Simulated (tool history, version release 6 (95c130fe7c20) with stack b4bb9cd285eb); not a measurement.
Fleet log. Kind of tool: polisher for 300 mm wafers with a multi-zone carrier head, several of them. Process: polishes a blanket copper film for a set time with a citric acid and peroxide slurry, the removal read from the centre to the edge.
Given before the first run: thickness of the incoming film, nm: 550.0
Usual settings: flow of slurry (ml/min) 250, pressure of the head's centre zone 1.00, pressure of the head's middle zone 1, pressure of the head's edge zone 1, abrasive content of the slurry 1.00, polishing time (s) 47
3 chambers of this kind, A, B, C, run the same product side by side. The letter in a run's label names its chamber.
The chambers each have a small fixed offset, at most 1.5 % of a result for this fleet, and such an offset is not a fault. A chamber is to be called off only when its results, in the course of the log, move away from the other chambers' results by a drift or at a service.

run    day  flow of slurry (ml/min)  pressure of the head's centre zone  pressure of the head's middle zone  pressure of the head's edge zone  abrasive content of the slurry  polishing time (s)  film removed at the wafer's centre (Å)  film removed at mid-radius (Å)  film removed at the wafer's edge (Å)
 1C  0.267                      250                                1.00                                   1                                 1                            1.00                  47                                 1178.60                          1189.9                                1174.9
 2B  0.408                      250                                1.00                                   1                                 1                            1.00                  47                                 1193.30                          1175.2                                1194.3
     0.629  -- chamber C: worn pad replaced by a new one
 3A  0.633                      250                                1.00                                   1                                 1                            1.00                  47                                 1184.40                          1184.2                                1215.4
 4A  0.767                      250                                1.00                                   1                                 1                            1.00                  47                                 1190.90                          1201.6                                1203.8
     0.829  -- chamber A: slurry nozzle cleaned
 5C  1.038                      250                                1.00                                   1                                 1                            1.00                  47                                 1197.30                          1173.7                                1168.3
 6B  1.288                      250                                1.00                                   1                                 1                            1.00                  47                                 1196.60                          1203.7                                1163.6
 7B  1.471                      250                                0.94                                   1                                 1                            1.00                  53                                 1262.40                          1352.3                                1343.1
 8A  1.675                      250                                0.94                                   1                                 1                            1.00                  53                                 1264.60                          1326.9                                1345.4
     1.700  -- chamber B: worn pad replaced by a new one
 9C  1.904                      250                                0.94                                   1                                 1                            1.00                  53                                 1243.30                          1338.9                                1330.6
10B  2.150                      250                                1.00                                   1                                 1                            1.00                  47                                 1192.30                          1184.8                                1177.0
11A  2.404                      250                                1.00                                   1                                 1                            1.00                  47                                 1184.60                          1185.5                                1195.3
12C  2.708                      250                                1.00                                   1                                 1                            1.00                  47                                 1185.60                          1188.0                                1172.5
13C  2.917                      250                                1.00                                   1                                 1                            1.00                  47                                 1193.40                          1189.3                                1171.8
14B  3.108                      250                                1.00                                   1                                 1                            1.00                  47                                 1176.10                          1178.1                                1183.2
     3.125  -- chamber A: centre zone pressure recalibrated
15A  3.250                      250                                1.00                                   1                                 1                            1.00                  47                                 1090.60                          1203.8                                1181.0
     3.383  -- chamber A: worn pad replaced by a new one
16B  3.488                      250                                1.00                                   1                                 1                            1.00                  47                                 1173.10                          1187.5                                1188.5
17C  3.638                      250                                1.00                                   1                                 1                            1.00                  47                                 1177.50                          1178.7                                1177.2
18A  3.817                      250                                1.00                                   1                                 1                            1.00                  47                                 1094.80                          1181.2                                1196.5
     4.004  -- chamber B: centre zone pressure recalibrated
19A  4.008                      250                                1.00                                   1                                 1                            1.00                  47                                 1090.30                          1190.2                                1176.1
20C  4.212                      250                                1.00                                   1                                 1                            1.00                  47                                 1184.10                          1194.8                                1187.9
21B  4.383                      250                                1.00                                   1                                 1                            1.00                  47                                 1182.40                          1193.3                                1186.1
22B  4.538                      250                                1.00                                   1                                 1                            1.00                  47                                 1202.30                          1197.2                                1185.0
23A  4.788                      250                                1.00                                   1                                 1                            1.00                  47                                 1098.50                          1191.8                                1206.4
24C  5.062                      250                                1.00                                   1                                 1                            1.00                  47                                 1187.50                          1183.5                                1170.2
25A  5.367                      210                                1.00                                   1                                 1                            0.85                  47                                 1039.80                          1124.7                                1134.5
     5.508  -- chamber C: worn pad replaced by a new one
26C  5.621                      210                                1.00                                   1                                 1                            0.85                  47                                 1119.10                          1134.3                                1123.4

Next, all 3 chambers run the settings below, one line each with question marks for the results. What does each chamber give?
27A  5.838                      250                                0.89                                   1                                 1                            1.00                  47                                       ?                               ?                                     ?
27B  5.838                      250                                0.89                                   1                                 1                            1.00                  47                                       ?                               ?                                     ?
27C  5.838                      250                                0.89                                   1                                 1                            1.00                  47                                       ?                               ?                                     ?

run  film removed at the wafer's centre (Å)  film removed at mid-radius (Å)  film removed at the wafer's edge (Å)
27A                                  950.38                          1184.3                                1181.5
27B                                 1047.40                          1192.5                                1197.3
27C                                 1040.90                          1190.4                                1179.6
